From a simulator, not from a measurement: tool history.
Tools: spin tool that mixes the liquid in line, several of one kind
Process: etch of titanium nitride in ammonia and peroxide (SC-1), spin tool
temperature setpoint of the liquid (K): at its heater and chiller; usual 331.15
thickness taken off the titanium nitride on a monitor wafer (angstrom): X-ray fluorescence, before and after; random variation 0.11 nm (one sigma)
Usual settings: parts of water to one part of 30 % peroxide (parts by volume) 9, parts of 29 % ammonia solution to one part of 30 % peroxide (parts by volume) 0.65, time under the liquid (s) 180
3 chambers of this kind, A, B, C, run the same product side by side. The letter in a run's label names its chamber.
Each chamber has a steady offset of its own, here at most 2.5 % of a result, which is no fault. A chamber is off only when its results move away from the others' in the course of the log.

| run | hour | temperature setpoint of the liquid (K) | parts of water to one part of 30 % peroxide (parts by volume) | parts of 29 % ammonia solution to one part of 30 % peroxide (parts by volume) | time under the liquid (s) | read-back film thickness of the titanium nitride reference wafer, read on the same gauge (nm) | thickness taken off the titanium nitride on a monitor wafer (angstrom) |
|---|---|---|---|---|---|---|---|
| 1A | 7 | 331.15 | 9 | 0.65 | 180 | 150 | 177.18 |
| 2B | 13.3 | 331.15 | 9 | 0.65 | 180 | 150 | 180.98 |
| 3C | 16.4 | 331.15 | 9 | 0.65 | 180 | 150.01 | 177.06 |
| 4A | 22.9 | 331.15 | 9 | 0.65 | 180 | 150 | 178.49 |
| 5B | 29.6 | 331.15 | 9 | 0.65 | 180 | 150.02 | 179.86 |
|  | 32.4 | chamber C: new drum of ammonia solution connected |
|  | 33.4 | chamber B: new drum of ammonia solution connected |
| 6C | 34.9 | 336.15 | 9 | 0.45 | 180 | 150.01 | 235.16 |
| 7A | 38.8 | 336.15 | 9 | 0.45 | 180 | 149.99 | 228.14 |
| 8B | 45.9 | 336.15 | 9 | 0.45 | 180 | 149.99 | 234.73 |
| 9C | 52.4 | 334.65 | 9 | 0.65 | 180 | 150 | 226.32 |
| 10C | 58.7 | 334.65 | 9 | 0.65 | 180 | 149.98 | 224.3 |
| 11B | 64.2 | 334.65 | 9 | 0.65 | 180 | 150 | 226.54 |
| 12A | 68.7 | 331.15 | 9 | 0.65 | 180 | 149.99 | 176.11 |
| 13A | 73.9 | 331.15 | 9 | 0.65 | 180 | 149.97 | 175.56 |
| 14B | 79.7 | 331.15 | 9 | 0.65 | 180 | 150 | 179.74 |
| 15C | 84.3 | 331.15 | 9 | 0.65 | 180 | 149.99 | 177.8 |
| 16A | 88.5 | 331.15 | 9 | 0.65 | 180 | 150.01 | 177.43 |
| 17C | 92.5 | 323.15 | 9 | 0.65 | 180 | 150 | 101.73 |
| 18B | 98.2 | 323.15 | 9 | 0.65 | 180 | 150.01 | 105.17 |
| 19C | 102.5 | 323.15 | 9 | 0.65 | 180 | 149.99 | 101.67 |
| 20A | 108.5 | 331.15 | 9 | 0.65 | 180 | 149.99 | 177.03 |
| 21B | 113.7 | 331.15 | 9 | 0.65 | 180 | 150.01 | 180.5 |
| 22B | 120.1 | 331.15 | 9 | 0.65 | 180 | 150 | 181.09 |
| 23C | 125.2 | 331.15 | 9 | 0.65 | 180 | 150 | 173.15 |
| 24A | 131.2 | 331.15 | 9 | 0.65 | 180 | 149.99 | 175.94 |
| 25A | 137.7 | 331.15 | 9 | 0.65 | 180 | 149.98 | 174.66 |
| 26C | 142.5 | 331.15 | 9 | 0.65 | 180 | 150 | 171.55 |
| 27B | 146.2 | 331.15 | 9 | 0.65 | 180 | 150 | 182.12 |
| 28B | 149.4 | 331.15 | 9 | 0.65 | 180 | 149.98 | 181.76 |
| 29A | 156.5 | 331.15 | 9 | 0.65 | 180 | 150 | 176.14 |
| 30C | 161.7 | 331.15 | 9 | 0.65 | 180 | 149.99 | 169.12 |
| 31B | 167.9 | 331.15 | 9 | 0.65 | 180 | 150 | 182.14 |
| 32C | 174.2 | 331.15 | 9 | 0.85 | 180 | 150.01 | 178.08 |
|  | 179.5 | chamber A: new drum of ammonia solution connected |
| 33A | 181.2 | 331.15 | 9 | 0.85 | 180 | 150 | 183.98 |
| 34C | 184.7 | 331.15 | 9 | 0.85 | 180 | 150 | 176 |
|  | 184.9 | chamber A: ammonia flow meter replaced |
| 35B | 191 | 331.15 | 9 | 0.65 | 180 | 149.98 | 181.82 |
| 36A | 197.3 | 331.15 | 9 | 0.65 | 180 | 150 | 175.75 |

Next, every chamber runs the same settings. What will each give?
| 37A | 202.4 | 331.15 | 13.5 | 0.65 | 180 |  | ? |
| 37B | 202.4 | 331.15 | 13.5 | 0.65 | 180 |  | ? |
| 37C | 202.4 | 331.15 | 13.5 | 0.65 | 180 |  | ? |

| run | thickness taken off the titanium nitride on a monitor wafer (angstrom) |
|---|---|
| 37A | 144.63 |
| 37B | 146.59 |
| 37C | 134.01 |
